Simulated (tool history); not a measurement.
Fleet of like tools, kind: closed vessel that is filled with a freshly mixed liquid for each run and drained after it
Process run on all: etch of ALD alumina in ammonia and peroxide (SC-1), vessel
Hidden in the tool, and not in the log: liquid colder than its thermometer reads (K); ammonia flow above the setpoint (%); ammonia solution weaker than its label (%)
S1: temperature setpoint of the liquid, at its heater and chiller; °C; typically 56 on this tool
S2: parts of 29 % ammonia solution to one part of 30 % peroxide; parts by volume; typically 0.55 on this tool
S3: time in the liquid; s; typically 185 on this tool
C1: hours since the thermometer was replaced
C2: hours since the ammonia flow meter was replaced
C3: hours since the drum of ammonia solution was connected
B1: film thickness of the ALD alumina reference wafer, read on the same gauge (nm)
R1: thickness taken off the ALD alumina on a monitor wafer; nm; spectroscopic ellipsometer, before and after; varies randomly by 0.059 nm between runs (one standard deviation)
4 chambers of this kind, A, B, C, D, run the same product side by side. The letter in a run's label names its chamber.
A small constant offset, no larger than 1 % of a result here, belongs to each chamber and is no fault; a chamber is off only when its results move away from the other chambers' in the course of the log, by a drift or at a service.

Run 1B, hour 3.7: usual settings; C1 420.8; C2 19.4; C3 394.3; B1 39.979. Result: R1 14.701 nm.
Run 2D, hour 7.6: usual settings; C1 111.3; C2 502; C3 157.3; B1 40.011. Result: R1 14.54 nm.
Run 3C, hour 9.8: usual settings; C1 899.9; C2 868.3; C3 297.7; B1 40.027. Result: R1 14.514 nm.
Run 4A, hour 12.4: usual settings; C1 1216.3; C2 206; C3 132.8; B1 39.996. Result: R1 14.741 nm.
Run 5B, hour 15.2: usual settings; C1 432.3; C2 30.9; C3 405.8; B1 39.996. Result: R1 14.686 nm.
Run 6D, hour 19: usual settings; C1 122.7; C2 513.4; C3 168.7; B1 40.017. Result: R1 14.493 nm.
Run 7C, hour 22.3: usual settings but S1 48 °C, S3 270 s; C1 912.4; C2 880.8; C3 310.2; B1 39.996. Result: R1 13.72 nm.
Run 8A, hour 26.2: usual settings but S1 48 °C, S3 270 s; C1 1230.1; C2 219.8; C3 146.6; B1 40.005. Result: R1 13.854 nm.
Run 9D, hour 29.8: usual settings but S1 48 °C, S3 270 s; C1 133.5; C2 524.2; C3 179.5; B1 40.007. Result: R1 13.702 nm.
Run 10C, hour 33.3: usual settings but S1 48 °C, S3 270 s; C1 923.4; C2 891.8; C3 321.2; B1 39.995. Result: R1 13.719 nm.
Run 11A, hour 37.8: usual settings; C1 1241.7; C2 231.4; C3 158.2; B1 40.015. Result: R1 14.761 nm.
Run 12B, hour 40.6: usual settings; C1 457.7; C2 56.3; C3 431.2; B1 40.014. Result: R1 14.585 nm.
Run 13C, hour 44.6: usual settings; C1 934.7; C2 903.1; C3 332.5; B1 40.012. Result: R1 14.336 nm.
Run 14D, hour 48.4: usual settings; C1 152.1; C2 542.8; C3 198.1; B1 40.02. Result: R1 14.539 nm.
Run 15B, hour 52.9: usual settings; C1 470; C2 68.6; C3 443.5; B1 40.016. Result: R1 14.645 nm.
Run 16A, hour 55.4: usual settings but S3 290 s; C1 1259.3; C2 249; C3 175.8; B1 39.983. Result: R1 23.073 nm.
Run 17A, hour 57.6: usual settings but S3 290 s; C1 1261.5; C2 251.2; C3 178; B1 39.976. Result: R1 23.116 nm.
Run 18B, hour 60.9: usual settings but S3 290 s; C1 478; C2 76.6; C3 451.5; B1 40.002. Result: R1 23.042 nm.
Run 19C, hour 63.8: usual settings but S3 290 s; C1 953.9; C2 922.3; C3 351.7; B1 39.983. Result: R1 22.536 nm.
Run 20D, hour 67.9: usual settings; C1 171.6; C2 562.3; C3 217.6; B1 40.04. Result: R1 14.655 nm.
Run 21B, hour 72.3: usual settings; C1 489.4; C2 88; C3 462.9; B1 39.981. Result: R1 14.798 nm.
Run 22C, hour 75.9: usual settings; C1 966; C2 934.4; C3 363.8; B1 39.976. Result: R1 14.377 nm.
At hour 77.7: chamber A: new drum of ammonia solution connected.
Run 23A, hour 80.2: usual settings; C1 1284.1; C2 273.8; C3 2.5; B1 39.994. Result: R1 14.78 nm.
Run 24D, hour 82.7: usual settings; C1 186.4; C2 577.1; C3 232.4; B1 40.022. Result: R1 14.443 nm.
Run 25A, hour 84.9: usual settings; C1 1288.8; C2 278.5; C3 7.2; B1 40.016. Result: R1 14.736 nm.
Run 26D, hour 87.2: usual settings but S1 64 °C, S2 0.65 parts by volume; C1 190.9; C2 581.6; C3 236.9; B1 40.015. Result: R1 22.274 nm.
Run 27B, hour 90.5: usual settings but S1 64 °C, S2 0.65 parts by volume; C1 507.6; C2 106.2; C3 481.1; B1 39.981. Result: R1 22.348 nm.
Run 28C, hour 94: usual settings but S1 64 °C, S2 0.65 parts by volume; C1 984.1; C2 952.5; C3 381.9; B1 40.032. Result: R1 21.859 nm.
Run 29B, hour 98.3: usual settings but S1 64 °C, S2 0.65 parts by volume; C1 515.4; C2 114; C3 488.9; B1 39.995. Result: R1 22.295 nm.
Run 30A, hour 100.6: usual settings; C1 1304.5; C2 294.2; C3 22.9; B1 40.007. Result: R1 14.797 nm.
Run 31D, hour 102.8: usual settings; C1 206.5; C2 597.2; C3 252.5; B1 40.023. Result: R1 14.625 nm.
Run 32C, hour 107.3: usual settings; C1 997.4; C2 965.8; C3 395.2; B1 40.002. Result: R1 14.226 nm.
Run 33D, hour 110.4: usual settings but S2 0.8 parts by volume; C1 214.1; C2 604.8; C3 260.1; B1 39.997. Result: R1 15.132 nm.
Run 34A, hour 113.6: usual settings but S2 0.8 parts by volume; C1 1317.5; C2 307.2; C3 35.9; B1 40.024. Result: R1 15.187 nm.
Run 35B, hour 117.7: usual settings but S2 0.8 parts by volume; C1 534.8; C2 133.4; C3 508.3; B1 40.014. Result: R1 15.193 nm.
Run 36C, hour 120.2: usual settings but S2 0.8 parts by volume; C1 1010.3; C2 978.7; C3 408.1; B1 39.997. Result: R1 14.693 nm.
Run 37A, hour 124.5: usual settings; C1 1328.4; C2 318.1; C3 46.8; B1 39.997. Result: R1 14.676 nm.
Run 38C, hour 126.9: usual settings; C1 1017; C2 985.4; C3 414.8; B1 40.041. Result: R1 14.011 nm.
Run 39B, hour 131: usual settings; C1 548.1; C2 146.7; C3 521.6; B1 40.018. Result: R1 14.698 nm.
Run 40D, hour 134.2: usual settings; C1 237.9; C2 628.6; C3 283.9; B1 39.971. Result: R1 14.414 nm.

What goes on in this fleet: one chamber off, a drifting gauge, or nothing beyond the chambers' own small offsets? Name the chamber and the cause, if any.

It is chamber C that slowly wanders off from its peers.
Most likely cause: liquid colder than its thermometer reads (K) = 0.562.

Chamber C could run next with any of the 4 candidate recipes listed below; each alters the usual settings, and their results appear as question marks. Which one brings its results back in line with what the other chambers deliver on the usual settings?
Allowed miss from the other chambers' usual-settings mean, per result, to count as in line: R1 0.21 nm
Run 41C-1, hour 137.5: usual settings but S2 0.5 parts by volume. Result: R1 ?.
Run 41C-2, hour 137.5: usual settings but S2 0.6 parts by volume. Result: R1 ?.
Run 41C-3, hour 137.5: usual settings but S2 0.8 parts by volume. Result: R1 ?.
Run 41C-4, hour 137.5: usual settings but S2 0.35 parts by volume. Result: R1 ?.

What the other chambers average on the usual settings: R1 14.647 nm
  run      R1
41C-1  13.929
41C-2  14.172
41C-3  14.566
41C-4  13.464
41C-3 puts the chamber back in line with the other chambers.
